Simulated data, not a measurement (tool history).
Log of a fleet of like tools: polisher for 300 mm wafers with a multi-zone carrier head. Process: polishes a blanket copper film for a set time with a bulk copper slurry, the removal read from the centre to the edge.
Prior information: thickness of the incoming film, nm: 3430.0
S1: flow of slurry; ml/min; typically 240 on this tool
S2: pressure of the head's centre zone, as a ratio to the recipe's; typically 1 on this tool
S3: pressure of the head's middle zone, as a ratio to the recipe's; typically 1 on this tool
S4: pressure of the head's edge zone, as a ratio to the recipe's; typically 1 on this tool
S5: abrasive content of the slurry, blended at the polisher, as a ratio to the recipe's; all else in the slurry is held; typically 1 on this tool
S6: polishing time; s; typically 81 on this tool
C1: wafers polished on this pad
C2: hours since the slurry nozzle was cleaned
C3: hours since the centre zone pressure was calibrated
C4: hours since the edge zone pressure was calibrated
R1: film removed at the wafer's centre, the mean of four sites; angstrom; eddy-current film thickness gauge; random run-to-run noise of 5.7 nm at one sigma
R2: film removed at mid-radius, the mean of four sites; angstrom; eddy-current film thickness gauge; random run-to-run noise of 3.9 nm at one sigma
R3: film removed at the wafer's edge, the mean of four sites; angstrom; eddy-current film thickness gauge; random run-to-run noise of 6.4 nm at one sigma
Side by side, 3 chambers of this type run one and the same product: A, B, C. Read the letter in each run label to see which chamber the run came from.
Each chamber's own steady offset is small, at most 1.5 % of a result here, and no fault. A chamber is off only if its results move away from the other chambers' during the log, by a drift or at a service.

run 1A hour=8.3 | S1=240 S2=1 S3=1 S4=1 S5=1 S6=81 | C1=1080 C2=308.3 C3=424.1 C4=964 | R1=5769.8 R2=5849 R3=5865.5
run 2B hour=15.5 | S1=240 S2=1 S3=1 S4=1 S5=1 S6=81 | C1=728 C2=88.6 C3=687.7 C4=601 | R1=5722.3 R2=5751.8 R3=5873.6
run 3C hour=22.6 | S1=240 S2=1 S3=1 S4=1 S5=1 S6=81 | C1=538 C2=375.9 C3=187.8 C4=269.6 | R1=5788.5 R2=5903.4 R3=5636.2
run 4B hour=27.2 | S1=240 S2=1 S3=1 S4=1 S5=1 S6=81 | C1=800 C2=100.3 C3=699.4 C4=612.7 | R1=5698 R2=5829.2 R3=5855
run 5C hour=32.6 | S1=240 S2=1 S3=1 S4=1 S5=1 S6=81 | C1=599 C2=385.9 C3=197.8 C4=279.6 | R1=5884.7 R2=5862.2 R3=5699.9
run 6A hour=42.1 | S1=240 S2=1 S3=1 S4=1 S5=1 S6=81 | C1=1289 C2=342.1 C3=457.9 C4=997.8 | R1=5816.1 R2=5857.8 R3=5792.2
run 7C hour=50.5 | S1=240 S2=1 S3=1 S4=1 S5=1 S6=81 | C1=710 C2=403.8 C3=215.7 C4=297.5 | R1=5649.9 R2=5854.7 R3=5818.4
run 8B hour=57.6 | S1=240 S2=1 S3=1 S4=1 S5=1 S6=81 | C1=988 C2=130.7 C3=729.8 C4=643.1 | R1=5786.8 R2=5736 R3=5876.2
run 9A hour=65.2 | S1=160 S2=1.04 S3=1 S4=1 S5=1 S6=81 | C1=1431 C2=365.2 C3=481 C4=1020.9 | R1=5696.5 R2=5540.9 R3=5369.4
run 10C hour=74.7 | S1=160 S2=1.04 S3=1 S4=1 S5=1 S6=81 | C1=859 C2=428 C3=239.9 C4=321.7 | R1=5635.8 R2=5508.4 R3=5542.2
run 11A hour=83 | S1=160 S2=1.04 S3=1 S4=1 S5=1 S6=81 | C1=1541 C2=383 C3=498.8 C4=1038.7 | R1=5735.7 R2=5466.2 R3=5494.2
run 12B hour=91 | S1=240 S2=1.08 S3=1 S4=1 S5=1.1 S6=81 | C1=1194 C2=164.1 C3=763.2 C4=676.5 | R1=6453.2 R2=5900 R3=5893.4
-- hour=95.9 chamber A: worn pad replaced by a new one
run 13B hour=96.3 | S1=240 S2=1.08 S3=1 S4=1 S5=1.1 S6=81 | C1=1226 C2=169.4 C3=768.5 C4=681.8 | R1=6473.7 R2=5797.3 R3=5890.6
run 14C hour=102 | S1=240 S2=1.08 S3=1 S4=1 S5=1.1 S6=81 | C1=1027 C2=455.3 C3=267.2 C4=349 | R1=6528.3 R2=5965.1 R3=5865.3
run 15A hour=109 | S1=240 S2=1 S3=1 S4=1.05 S5=1 S6=81 | C1=81 C2=409 C3=524.8 C4=1064.7 | R1=5746.7 R2=5847 R3=5868
run 16A hour=114.4 | S1=240 S2=1 S3=1 S4=1.05 S5=1 S6=81 | C1=114 C2=414.4 C3=530.2 C4=1070.1 | R1=5770 R2=5813.2 R3=5899
run 17B hour=123.2 | S1=240 S2=1 S3=1 S4=1.05 S5=1 S6=81 | C1=1392 C2=196.3 C3=795.4 C4=708.7 | R1=5881.6 R2=5781.4 R3=6073.7
-- hour=123.8 chamber B: worn pad replaced by a new one
-- hour=128.7 chamber A: centre zone pressure recalibrated
run 18C hour=129 | S1=240 S2=1 S3=1 S4=1 S5=1 S6=81 | C1=1194 C2=482.3 C3=294.2 C4=376 | R1=5742.9 R2=5887.1 R3=5739.6
run 19A hour=137.9 | S1=240 S2=1 S3=1 S4=1 S5=1 S6=81 | C1=259 C2=437.9 C3=9.3 C4=1093.6 | R1=5343.9 R2=5821.2 R3=5748.4
-- hour=142.8 chamber B: edge zone pressure recalibrated
run 20B hour=146 | S1=240 S2=1 S3=1 S4=1 S5=1 S6=81 | C1=137 C2=219.1 C3=818.2 C4=3.2 | R1=5784.3 R2=5783.1 R3=5852.2
run 21C hour=152.9 | S1=240 S2=1 S3=1 S4=1 S5=1 S6=81 | C1=1341 C2=506.2 C3=318.1 C4=399.9 | R1=5804.4 R2=5849.1 R3=5753
run 22B hour=160.6 | S1=240 S2=1 S3=1 S4=1 S5=1 S6=81 | C1=227 C2=233.7 C3=832.8 C4=17.8 | R1=5739.4 R2=5707.6 R3=5745.2
-- hour=161.2 chamber C: edge zone pressure recalibrated
run 23A hour=167.3 | S1=240 S2=1 S3=1 S4=1 S5=1 S6=81 | C1=440 C2=467.3 C3=38.7 C4=1123 | R1=5260.5 R2=5904.4 R3=5712.1
run 24C hour=175.3 | S1=240 S2=1 S3=1 S4=1 S5=1 S6=81 | C1=1479 C2=528.6 C3=340.5 C4=14.2 | R1=5832.3 R2=5857.7 R3=5839.5
-- hour=180.5 chamber C: worn pad replaced by a new one
run 25A hour=182.6 | S1=310 S2=1 S3=1 S4=1 S5=1 S6=81 | C1=534 C2=482.6 C3=54 C4=1138.3 | R1=5471.6 R2=5931 R3=5852.5
-- hour=184.1 chamber B: slurry nozzle cleaned
run 26B hour=188.4 | S1=310 S2=1 S3=1 S4=1 S5=1 S6=81 | C1=398 C2=4.3 C3=860.6 C4=45.6 | R1=5881.6 R2=5955.4 R3=5899.4
run 27C hour=193.6 | S1=310 S2=1 S3=1 S4=1 S5=1 S6=81 | C1=81 C2=546.9 C3=358.8 C4=32.5 | R1=5946.9 R2=5965.8 R3=5941.3
run 28B hour=198.1 | S1=240 S2=1 S3=1 S4=1 S5=1 S6=81 | C1=458 C2=14 C3=870.3 C4=55.3 | R1=5726.9 R2=5835.2 R3=5927.9
run 29C hour=205.3 | S1=240 S2=1 S3=1 S4=1 S5=1 S6=81 | C1=153 C2=558.6 C3=370.5 C4=44.2 | R1=5785.8 R2=5833.2 R3=5746.1
run 30A hour=209.6 | S1=240 S2=1 S3=1 S4=1 S5=1 S6=81 | C1=701 C2=509.6 C3=81 C4=1165.3 | R1=5302.4 R2=5859 R3=5716.4
run 31B hour=217.4 | S1=240 S2=1 S3=1 S4=1 S5=1 S6=81 | C1=577 C2=33.3 C3=889.6 C4=74.6 | R1=5720.8 R2=5750.5 R3=5883.2
run 32C hour=222.1 | S1=240 S2=1 S3=1 S4=1 S5=1 S6=81 | C1=256 C2=575.4 C3=387.3 C4=61 | R1=5807.7 R2=5934 R3=5705.6
run 33A hour=229.9 | S1=240 S2=1 S3=1 S4=1 S5=1 S6=81 | C1=826 C2=529.9 C3=101.3 C4=1185.6 | R1=5239 R2=5844.9 R3=5841.5
run 34B hour=235.4 | S1=240 S2=1 S3=1 S4=1 S5=1 S6=81 | C1=688 C2=51.3 C3=907.6 C4=92.6 | R1=5681.4 R2=5771.6 R3=5838.7
run 35A hour=243.3 | S1=240 S2=0.91 S3=1 S4=0.9 S5=1 S6=81 | C1=909 C2=543.3 C3=114.7 C4=1199 | R1=4859.9 R2=5917.2 R3=5330.7
run 36C hour=251.4 | S1=240 S2=0.91 S3=1 S4=0.9 S5=1 S6=81 | C1=437 C2=604.7 C3=416.6 C4=90.3 | R1=5190 R2=5849.5 R3=5369.4
run 37B hour=255.7 | S1=240 S2=0.91 S3=1 S4=0.9 S5=1 S6=81 | C1=813 C2=71.6 C3=927.9 C4=112.9 | R1=5164.3 R2=5793.3 R3=5575.7
run 38C hour=263 | S1=240 S2=1 S3=1 S4=1 S5=0.8 S6=81 | C1=508 C2=616.3 C3=428.2 C4=101.9 | R1=5499.9 R2=5634.7 R3=5385.4
run 39A hour=268.6 | S1=240 S2=1 S3=1 S4=1 S5=0.8 S6=81 | C1=1064 C2=568.6 C3=140 C4=1224.3 | R1=5009 R2=5572.9 R3=5489.5
run 40B hour=275.6 | S1=240 S2=1 S3=1 S4=1 S5=0.8 S6=81 | C1=936 C2=91.5 C3=947.8 C4=132.8 | R1=5517.2 R2=5488 R3=5552
run 41C hour=282 | S1=240 S2=1 S3=1 S4=1 S5=1 S6=81 | C1=625 C2=635.3 C3=447.2 C4=120.9 | R1=5737.8 R2=5842.9 R3=5730.8
run 42A hour=287.2 | S1=240 S2=1 S3=1 S4=1 S5=1 S6=81 | C1=1179 C2=587.2 C3=158.6 C4=1242.9 | R1=5320.2 R2=5821.3 R3=5652.8
run 43A hour=296 | S1=240 S2=1 S3=1 S4=1 S5=1 S6=81 | C1=1233 C2=596 C3=167.4 C4=1251.7 | R1=5337.1 R2=5941.2 R3=5744.8

Next, every chamber runs the same settings. What will each give?
run 44A hour=302.9 | S1=240 S2=1 S3=1 S4=1 S5=1 S6=81 | R1=? R2=? R3=?
run 44B hour=302.9 | S1=240 S2=1 S3=1 S4=1 S5=1 S6=81 | R1=? R2=? R3=?
run 44C hour=302.9 | S1=240 S2=1 S3=1 S4=1 S5=1 S6=81 | R1=? R2=? R3=?

run=44A R1=5327.6 R2=5834 R3=5726.6
run=44B R1=5915.8 R2=5794.9 R3=5844
run=44C R1=5744.3 R2=5901.1 R3=5729.5

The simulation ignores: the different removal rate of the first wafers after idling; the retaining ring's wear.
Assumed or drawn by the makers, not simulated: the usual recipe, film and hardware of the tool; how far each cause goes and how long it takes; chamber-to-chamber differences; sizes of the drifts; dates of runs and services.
